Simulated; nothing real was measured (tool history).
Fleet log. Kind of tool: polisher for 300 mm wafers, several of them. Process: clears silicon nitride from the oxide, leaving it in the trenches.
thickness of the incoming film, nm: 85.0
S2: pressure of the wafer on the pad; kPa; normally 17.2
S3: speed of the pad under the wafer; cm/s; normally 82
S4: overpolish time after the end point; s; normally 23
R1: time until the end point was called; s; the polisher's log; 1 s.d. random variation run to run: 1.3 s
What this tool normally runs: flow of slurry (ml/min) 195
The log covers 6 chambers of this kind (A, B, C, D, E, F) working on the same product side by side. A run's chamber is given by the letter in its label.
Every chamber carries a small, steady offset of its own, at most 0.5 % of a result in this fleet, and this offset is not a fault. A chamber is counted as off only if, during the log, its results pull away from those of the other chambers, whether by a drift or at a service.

At hour 2.1: chamber F: head pressure recalibrated.
At hour 3.4: chamber B: head pressure recalibrated.
Run 1A, hour 7.8: usual settings. Result: R1 115.12 s.
At hour 13.0: chamber B: worn pad replaced by a new one.
At hour 14.6: chamber D: worn pad replaced by a new one.
Run 2D, hour 17.8: usual settings. Result: R1 114.16 s.
Run 3B, hour 28.6: usual settings. Result: R1 114.43 s.
Run 4C, hour 39.1: usual settings. Result: R1 115.56 s.
Run 5E, hour 50.6: usual settings. Result: R1 113.68 s.
At hour 56.2: chamber A: worn pad replaced by a new one.
Run 6F, hour 58.7: usual settings. Result: R1 114.80 s.
At hour 59.1: chamber C: worn pad replaced by a new one.
Run 7F, hour 74.1: usual settings. Result: R1 112.93 s.
Run 8E, hour 87.2: usual settings. Result: R1 113.43 s.
At hour 89.8: chamber D: worn pad replaced by a new one.
At hour 95.1: chamber E: head pressure recalibrated.
Run 9A, hour 97.6: usual settings. Result: R1 113.57 s.
Run 10D, hour 105.5: usual settings but S3 66 cm/s. Result: R1 142.11 s.
Run 11B, hour 116.5: usual settings but S3 66 cm/s. Result: R1 142.40 s.
Run 12C, hour 131.5: usual settings but S3 66 cm/s. Result: R1 144.43 s.
Run 13B, hour 143.2: usual settings but S3 66 cm/s. Result: R1 139.62 s.
At hour 143.6: chamber B: worn pad replaced by a new one.
Run 14C, hour 150.1: usual settings but S3 66 cm/s. Result: R1 142.48 s.
Run 15F, hour 165.2: usual settings but S3 66 cm/s. Result: R1 140.78 s.
At hour 168.0: chamber F: worn pad replaced by a new one.
Run 16A, hour 175.6: usual settings. Result: R1 117.54 s.
At hour 178.8: chamber D: worn pad replaced by a new one.
At hour 179.3: chamber D: slurry nozzle cleaned.
Run 17E, hour 190.7: usual settings. Result: R1 117.41 s.
Run 18D, hour 200.5: usual settings. Result: R1 114.96 s.
At hour 205.7: chamber C: worn pad replaced by a new one.
Run 19D, hour 207.3: usual settings. Result: R1 113.58 s.
Run 20F, hour 221.0: usual settings. Result: R1 114.74 s.
Run 21A, hour 232.2: usual settings. Result: R1 115.34 s.
Run 22C, hour 240.2: usual settings. Result: R1 118.60 s.
Run 23E, hour 248.3: usual settings but S3 92 cm/s, S4 29 s. Result: R1 105.54 s.
At hour 248.9: chamber A: worn pad replaced by a new one.
Run 24B, hour 257.2: usual settings but S3 92 cm/s, S4 29 s. Result: R1 101.72 s.
At hour 262.0: chamber D: worn pad replaced by a new one.
Run 25E, hour 265.2: usual settings but S3 92 cm/s, S4 29 s. Result: R1 106.97 s.
Run 26D, hour 277.5: usual settings but S3 92 cm/s, S4 29 s. Result: R1 103.69 s.
Run 27A, hour 288.1: usual settings but S3 92 cm/s, S4 29 s. Result: R1 100.29 s.
Run 28C, hour 295.7: usual settings but S3 92 cm/s, S4 29 s. Result: R1 101.06 s.
At hour 295.8: chamber B: worn pad replaced by a new one.
Run 29B, hour 303.8: usual settings. Result: R1 115.02 s.
At hour 307.6: chamber F: slurry nozzle cleaned.
Run 30F, hour 311.1: usual settings. Result: R1 114.05 s.
Run 31E, hour 325.9: usual settings. Result: R1 120.85 s.
At hour 331.1: chamber C: worn pad replaced by a new one.
Run 32F, hour 337.1: usual settings. Result: R1 113.93 s.
At hour 346.1: chamber D: worn pad replaced by a new one.
Run 33D, hour 347.8: usual settings but S3 58 cm/s, S4 36 s. Result: R1 161.57 s.
Run 34B, hour 360.3: usual settings but S3 58 cm/s, S4 36 s. Result: R1 159.67 s.
Run 35A, hour 367.3: usual settings but S3 58 cm/s, S4 36 s. Result: R1 162.15 s.
Run 36C, hour 377.3: usual settings but S3 58 cm/s, S4 36 s. Result: R1 161.23 s.
Run 37A, hour 389.4: usual settings but S3 58 cm/s, S4 36 s. Result: R1 163.45 s.

Does one chamber stand apart from the rest, does the shared gauge drift, or is all well apart from small per-chamber offsets? Give the chamber and the most likely cause, where there is one.

Little by little, chamber E moves away from the other chambers.
Most likely cause: removal rate lost through wear of the pad, % = 6.41.
From this log alone, it may not be told apart from: slurry flow missing at the pad, %.

Here are 4 candidates for chamber E's next run, each the usual settings with a change, their results left as question marks. Which one brings its results back in line with what the others give on the usual settings?
To be in line, a result may differ from the other chambers' mean on the usual settings by at most: R1 4.50 s
Run 38E-1, hour 400.6: usual settings but S2 17.9 kPa, S3 84 cm/s. Result: R1 ?.
Run 38E-2, hour 400.6: usual settings but S2 16.5 kPa, S3 80 cm/s. Result: R1 ?.
Run 38E-3, hour 400.6: usual settings but S2 15.9 kPa, S3 78 cm/s. Result: R1 ?.
Run 38E-4, hour 400.6: usual settings but S2 18.6 kPa, S3 88 cm/s. Result: R1 ?.

Average result of the remaining chambers running the usual settings: R1 114.83 s
  run      R1
38E-1  115.11
38E-2  130.96
38E-3  140.18
38E-4  105.84
It is 38E-1 that realigns the chamber with its peers.
